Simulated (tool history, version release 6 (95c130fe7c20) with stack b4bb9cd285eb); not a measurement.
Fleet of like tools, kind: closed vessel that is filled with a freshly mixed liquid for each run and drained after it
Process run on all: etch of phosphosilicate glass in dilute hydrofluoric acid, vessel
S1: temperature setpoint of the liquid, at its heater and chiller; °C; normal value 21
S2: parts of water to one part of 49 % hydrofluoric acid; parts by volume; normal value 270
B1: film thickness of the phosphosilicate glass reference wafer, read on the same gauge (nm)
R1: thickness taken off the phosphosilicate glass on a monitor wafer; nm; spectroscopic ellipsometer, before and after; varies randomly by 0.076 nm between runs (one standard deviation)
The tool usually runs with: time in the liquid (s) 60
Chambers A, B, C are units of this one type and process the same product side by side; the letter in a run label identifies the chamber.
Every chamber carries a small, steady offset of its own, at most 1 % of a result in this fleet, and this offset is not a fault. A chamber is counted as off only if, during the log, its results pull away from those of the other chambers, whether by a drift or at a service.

{"run": "1C", "hour": 14.2, "S1": 21, "S2": 270, "time in the liquid (s)": 60, "B1": 49.989, "R1": 9.9819}
{"hour": 16.5, "done": "chamber B: thermometer replaced"}
{"run": "2B", "hour": 28.5, "S1": 21, "S2": 270, "time in the liquid (s)": 60, "B1": 50.012, "R1": 10.053}
{"run": "3A", "hour": 41.8, "S1": 21, "S2": 270, "time in the liquid (s)": 60, "B1": 49.998, "R1": 10.159}
{"run": "4B", "hour": 55.5, "S1": 21, "S2": 270, "time in the liquid (s)": 60, "B1": 50.006, "R1": 10.062}
{"run": "5C", "hour": 65.9, "S1": 21, "S2": 270, "time in the liquid (s)": 60, "B1": 49.986, "R1": 9.9405}
{"run": "6A", "hour": 78.5, "S1": 21, "S2": 325, "time in the liquid (s)": 60, "B1": 49.999, "R1": 7.8335}
{"run": "7A", "hour": 86.6, "S1": 21, "S2": 325, "time in the liquid (s)": 60, "B1": 49.986, "R1": 7.9672}
{"run": "8B", "hour": 101.7, "S1": 21, "S2": 325, "time in the liquid (s)": 60, "B1": 50.022, "R1": 8.0211}
{"run": "9C", "hour": 109.6, "S1": 21, "S2": 270, "time in the liquid (s)": 60, "B1": 50.007, "R1": 9.9381}
{"run": "10B", "hour": 119.5, "S1": 21, "S2": 270, "time in the liquid (s)": 60, "B1": 50.021, "R1": 10.382}
{"run": "11A", "hour": 127.0, "S1": 21, "S2": 270, "time in the liquid (s)": 60, "B1": 49.984, "R1": 10.069}
{"run": "12C", "hour": 140.6, "S1": 21, "S2": 270, "time in the liquid (s)": 60, "B1": 50.005, "R1": 9.9872}
{"run": "13A", "hour": 156.2, "S1": 21, "S2": 270, "time in the liquid (s)": 60, "B1": 49.999, "R1": 10.089}
{"run": "14C", "hour": 172.2, "S1": 21, "S2": 270, "time in the liquid (s)": 60, "B1": 49.988, "R1": 9.9962}
{"run": "15B", "hour": 180.5, "S1": 22.5, "S2": 270, "time in the liquid (s)": 60, "B1": 49.986, "R1": 11.105}
{"run": "16A", "hour": 196.0, "S1": 22.5, "S2": 270, "time in the liquid (s)": 60, "B1": 49.992, "R1": 10.594}
{"run": "17C", "hour": 207.8, "S1": 22.5, "S2": 270, "time in the liquid (s)": 60, "B1": 50.022, "R1": 10.433}
{"run": "18B", "hour": 217.8, "S1": 21, "S2": 270, "time in the liquid (s)": 60, "B1": 50.031, "R1": 10.595}
{"run": "19A", "hour": 226.3, "S1": 21, "S2": 270, "time in the liquid (s)": 60, "B1": 49.997, "R1": 10.147}
{"run": "20C", "hour": 236.4, "S1": 21, "S2": 270, "time in the liquid (s)": 60, "B1": 49.977, "R1": 9.9684}
{"run": "21B", "hour": 243.5, "S1": 18.5, "S2": 270, "time in the liquid (s)": 80, "B1": 49.985, "R1": 12.911}
{"run": "22B", "hour": 255.6, "S1": 18.5, "S2": 270, "time in the liquid (s)": 80, "B1": 50.009, "R1": 12.971}
{"run": "23A", "hour": 271.9, "S1": 18.5, "S2": 270, "time in the liquid (s)": 80, "B1": 49.967, "R1": 12.22}
{"run": "24C", "hour": 284.0, "S1": 21, "S2": 270, "time in the liquid (s)": 60, "B1": 49.979, "R1": 9.927}
{"run": "25C", "hour": 293.7, "S1": 21, "S2": 270, "time in the liquid (s)": 60, "B1": 50.013, "R1": 10.012}
{"run": "26A", "hour": 308.8, "S1": 21, "S2": 270, "time in the liquid (s)": 60, "B1": 50.025, "R1": 10.163}
{"run": "27B", "hour": 322.6, "S1": 21, "S2": 270, "time in the liquid (s)": 60, "B1": 50.013, "R1": 10.92}
{"run": "28C", "hour": 335.5, "S1": 21, "S2": 270, "time in the liquid (s)": 60, "B1": 50.039, "R1": 9.976}
{"run": "29A", "hour": 344.7, "S1": 21, "S2": 270, "time in the liquid (s)": 60, "B1": 49.975, "R1": 10.153}
{"run": "30B", "hour": 360.2, "S1": 21, "S2": 270, "time in the liquid (s)": 60, "B1": 49.986, "R1": 11.008}

Is one chamber out of step, is the gauge drifting, or do the chambers differ by no more than their own small offsets? For an off chamber, give its letter and the likeliest cause.

Chamber B drifts away from the others.
Likeliest cause: hydrofluoric acid flow above the setpoint (%) = 8.06.
It could be hard to tell apart here from: liquid hotter than its thermometer reads (K).

Which of the 4 candidates below, each the usual settings with something changed and its results left as question marks, puts chamber B back in line with what the other chambers give on the usual settings?
Counts as in line when no further than this from what the other chambers average on the usual settings: R1 0.27 nm
{"run": "31B-1", "hour": 372.0, "S1": 21, "S2": 250, "time in the liquid (s)": 60, "R1": "?"}
{"run": "31B-2", "hour": 372.0, "S1": 21, "S2": 265, "time in the liquid (s)": 60, "R1": "?"}
{"run": "31B-3", "hour": 372.0, "S1": 21, "S2": 275, "time in the liquid (s)": 60, "R1": "?"}
{"run": "31B-4", "hour": 372.0, "S1": 21, "S2": 270, "time in the liquid (s)": 55, "R1": "?"}

Other chambers, usual settings, mean: R1 10.028 nm
run=31B-1 R1=12.112
run=31B-2 R1=11.265
run=31B-3 R1=10.754
run=31B-4 R1=10.087
31B-4 brings the chamber back in line.

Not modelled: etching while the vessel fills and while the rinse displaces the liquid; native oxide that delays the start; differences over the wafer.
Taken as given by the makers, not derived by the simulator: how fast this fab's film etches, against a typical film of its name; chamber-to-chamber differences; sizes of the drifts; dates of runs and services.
